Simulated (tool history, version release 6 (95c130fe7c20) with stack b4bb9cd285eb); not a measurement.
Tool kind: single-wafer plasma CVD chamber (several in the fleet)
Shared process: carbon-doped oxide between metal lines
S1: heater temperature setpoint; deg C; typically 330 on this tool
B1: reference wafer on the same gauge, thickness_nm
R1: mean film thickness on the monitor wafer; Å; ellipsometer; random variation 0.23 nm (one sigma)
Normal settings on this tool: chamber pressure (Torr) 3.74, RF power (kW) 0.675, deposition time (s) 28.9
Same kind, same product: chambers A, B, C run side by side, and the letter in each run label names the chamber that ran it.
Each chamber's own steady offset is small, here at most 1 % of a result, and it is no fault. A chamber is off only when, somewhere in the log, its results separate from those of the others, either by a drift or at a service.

{"run": "1A", "hour": 8.8, "S1": 330, "chamber pressure (Torr)": 3.74, "RF power (kW)": 0.675, "deposition time (s)": 28.9, "B1": 195.96, "R1": 1812.9}
{"run": "2B", "hour": 17.7, "S1": 330, "chamber pressure (Torr)": 3.74, "RF power (kW)": 0.675, "deposition time (s)": 28.9, "B1": 195.94, "R1": 1839.3}
{"run": "3C", "hour": 21.7, "S1": 330, "chamber pressure (Torr)": 3.74, "RF power (kW)": 0.675, "deposition time (s)": 28.9, "B1": 195.93, "R1": 1814.2}
{"run": "4B", "hour": 27.1, "S1": 330, "chamber pressure (Torr)": 3.74, "RF power (kW)": 0.675, "deposition time (s)": 28.9, "B1": 195.88, "R1": 1836.4}
{"run": "5C", "hour": 30.9, "S1": 330, "chamber pressure (Torr)": 3.74, "RF power (kW)": 0.675, "deposition time (s)": 28.9, "B1": 195.82, "R1": 1821.5}
{"run": "6A", "hour": 35.0, "S1": 330, "chamber pressure (Torr)": 3.74, "RF power (kW)": 0.675, "deposition time (s)": 28.9, "B1": 195.85, "R1": 1810.5}
{"run": "7B", "hour": 39.4, "S1": 330, "chamber pressure (Torr)": 3.74, "RF power (kW)": 0.675, "deposition time (s)": 28.9, "B1": 195.87, "R1": 1837.5}
{"hour": 45.2, "done": "chamber B: capacitance manometer re-zeroed and calibrated"}
{"run": "8C", "hour": 47.5, "S1": 330, "chamber pressure (Torr)": 3.74, "RF power (kW)": 0.675, "deposition time (s)": 28.9, "B1": 195.8, "R1": 1817.6}
{"run": "9A", "hour": 53.8, "S1": 330, "chamber pressure (Torr)": 3.74, "RF power (kW)": 0.675, "deposition time (s)": 28.9, "B1": 195.75, "R1": 1818.3}
{"run": "10A", "hour": 59.7, "S1": 330, "chamber pressure (Torr)": 3.74, "RF power (kW)": 0.675, "deposition time (s)": 28.9, "B1": 195.77, "R1": 1815.0}
{"run": "11C", "hour": 63.5, "S1": 330, "chamber pressure (Torr)": 3.74, "RF power (kW)": 0.675, "deposition time (s)": 28.9, "B1": 195.72, "R1": 1816.6}
{"run": "12B", "hour": 71.4, "S1": 330, "chamber pressure (Torr)": 3.74, "RF power (kW)": 0.675, "deposition time (s)": 28.9, "B1": 195.71, "R1": 1834.3}
{"run": "13C", "hour": 76.3, "S1": 330, "chamber pressure (Torr)": 3.74, "RF power (kW)": 0.675, "deposition time (s)": 28.9, "B1": 195.71, "R1": 1815.0}
{"run": "14A", "hour": 82.8, "S1": 330, "chamber pressure (Torr)": 3.74, "RF power (kW)": 0.675, "deposition time (s)": 28.9, "B1": 195.61, "R1": 1812.7}
{"run": "15B", "hour": 91.3, "S1": 330, "chamber pressure (Torr)": 3.74, "RF power (kW)": 0.675, "deposition time (s)": 28.9, "B1": 195.67, "R1": 1835.3}
{"run": "16C", "hour": 95.7, "S1": 330, "chamber pressure (Torr)": 3.74, "RF power (kW)": 0.675, "deposition time (s)": 28.9, "B1": 195.59, "R1": 1812.4}
{"run": "17A", "hour": 104.3, "S1": 330, "chamber pressure (Torr)": 3.74, "RF power (kW)": 0.675, "deposition time (s)": 28.9, "B1": 195.53, "R1": 1813.2}
{"run": "18B", "hour": 109.0, "S1": 330, "chamber pressure (Torr)": 3.74, "RF power (kW)": 0.675, "deposition time (s)": 28.9, "B1": 195.59, "R1": 1832.8}
{"run": "19A", "hour": 115.9, "S1": 330, "chamber pressure (Torr)": 3.74, "RF power (kW)": 0.675, "deposition time (s)": 28.9, "B1": 195.51, "R1": 1807.5}
{"run": "20C", "hour": 122.4, "S1": 330, "chamber pressure (Torr)": 3.74, "RF power (kW)": 0.675, "deposition time (s)": 28.9, "B1": 195.44, "R1": 1810.8}
{"run": "21B", "hour": 126.4, "S1": 330, "chamber pressure (Torr)": 3.2, "RF power (kW)": 0.675, "deposition time (s)": 28.9, "B1": 195.49, "R1": 1802.0}
{"run": "22C", "hour": 131.7, "S1": 330, "chamber pressure (Torr)": 3.2, "RF power (kW)": 0.675, "deposition time (s)": 28.9, "B1": 195.44, "R1": 1782.5}
{"run": "23B", "hour": 138.6, "S1": 330, "chamber pressure (Torr)": 3.2, "RF power (kW)": 0.675, "deposition time (s)": 28.9, "B1": 195.46, "R1": 1802.9}
{"run": "24A", "hour": 143.5, "S1": 330, "chamber pressure (Torr)": 3.74, "RF power (kW)": 0.675, "deposition time (s)": 28.9, "B1": 195.45, "R1": 1813.3}
{"run": "25A", "hour": 147.6, "S1": 330, "chamber pressure (Torr)": 3.74, "RF power (kW)": 0.675, "deposition time (s)": 28.9, "B1": 195.49, "R1": 1811.2}
{"run": "26C", "hour": 154.4, "S1": 330, "chamber pressure (Torr)": 3.74, "RF power (kW)": 0.675, "deposition time (s)": 28.9, "B1": 195.39, "R1": 1816.1}
{"run": "27B", "hour": 161.1, "S1": 330, "chamber pressure (Torr)": 4.36, "RF power (kW)": 0.675, "deposition time (s)": 28.9, "B1": 195.4, "R1": 1868.8}
{"run": "28C", "hour": 165.6, "S1": 330, "chamber pressure (Torr)": 4.36, "RF power (kW)": 0.675, "deposition time (s)": 28.9, "B1": 195.33, "R1": 1847.7}
{"run": "29B", "hour": 172.5, "S1": 330, "chamber pressure (Torr)": 4.36, "RF power (kW)": 0.675, "deposition time (s)": 28.9, "B1": 195.27, "R1": 1867.9}
{"run": "30A", "hour": 177.1, "S1": 330, "chamber pressure (Torr)": 3.74, "RF power (kW)": 0.675, "deposition time (s)": 28.9, "B1": 195.35, "R1": 1812.5}
{"run": "31A", "hour": 184.5, "S1": 330, "chamber pressure (Torr)": 3.74, "RF power (kW)": 0.675, "deposition time (s)": 28.9, "B1": 195.23, "R1": 1807.2}
{"hour": 187.9, "done": "chamber C: RF generator calibrated"}
{"run": "32C", "hour": 188.6, "S1": 330, "chamber pressure (Torr)": 3.74, "RF power (kW)": 0.675, "deposition time (s)": 28.9, "B1": 195.2, "R1": 1812.3}
{"run": "33B", "hour": 192.9, "S1": 330, "chamber pressure (Torr)": 3.74, "RF power (kW)": 0.675, "deposition time (s)": 28.9, "B1": 195.25, "R1": 1830.9}
{"run": "34A", "hour": 201.6, "S1": 330, "chamber pressure (Torr)": 3.74, "RF power (kW)": 0.675, "deposition time (s)": 28.9, "B1": 195.16, "R1": 1810.6}
{"run": "35B", "hour": 205.7, "S1": 330, "chamber pressure (Torr)": 4.56, "RF power (kW)": 0.675, "deposition time (s)": 28.9, "B1": 195.18, "R1": 1881.0}
{"run": "36C", "hour": 212.0, "S1": 330, "chamber pressure (Torr)": 4.56, "RF power (kW)": 0.675, "deposition time (s)": 28.9, "B1": 195.25, "R1": 1861.2}
{"run": "37C", "hour": 216.6, "S1": 330, "chamber pressure (Torr)": 4.56, "RF power (kW)": 0.675, "deposition time (s)": 28.9, "B1": 195.19, "R1": 1856.0}
{"run": "38B", "hour": 222.8, "S1": 330, "chamber pressure (Torr)": 3.74, "RF power (kW)": 0.675, "deposition time (s)": 28.9, "B1": 195.12, "R1": 1829.2}
{"run": "39A", "hour": 226.9, "S1": 330, "chamber pressure (Torr)": 3.74, "RF power (kW)": 0.675, "deposition time (s)": 28.9, "B1": 195.15, "R1": 1806.4}
{"run": "40A", "hour": 233.2, "S1": 330, "chamber pressure (Torr)": 3.74, "RF power (kW)": 0.675, "deposition time (s)": 28.9, "B1": 195.15, "R1": 1807.9}
{"run": "41C", "hour": 238.3, "S1": 330, "chamber pressure (Torr)": 4.2, "RF power (kW)": 0.675, "deposition time (s)": 28.9, "B1": 195.06, "R1": 1835.2}
{"run": "42B", "hour": 246.1, "S1": 330, "chamber pressure (Torr)": 4.2, "RF power (kW)": 0.675, "deposition time (s)": 28.9, "B1": 195.06, "R1": 1852.5}
{"run": "43B", "hour": 252.1, "S1": 330, "chamber pressure (Torr)": 4.2, "RF power (kW)": 0.675, "deposition time (s)": 28.9, "B1": 195.05, "R1": 1855.9}

The same settings go to every chamber for the next run, one line per chamber below. Forecast the results for each:
{"run": "44A", "hour": 258.4, "S1": 330, "chamber pressure (Torr)": 4.36, "RF power (kW)": 0.675, "deposition time (s)": 28.9, "R1": "?"}
{"run": "44B", "hour": 258.4, "S1": 330, "chamber pressure (Torr)": 4.36, "RF power (kW)": 0.675, "deposition time (s)": 28.9, "R1": "?"}
{"run": "44C", "hour": 258.4, "S1": 330, "chamber pressure (Torr)": 4.36, "RF power (kW)": 0.675, "deposition time (s)": 28.9, "R1": "?"}

run=44A R1=1847.3
run=44B R1=1863.3
run=44C R1=1846.5
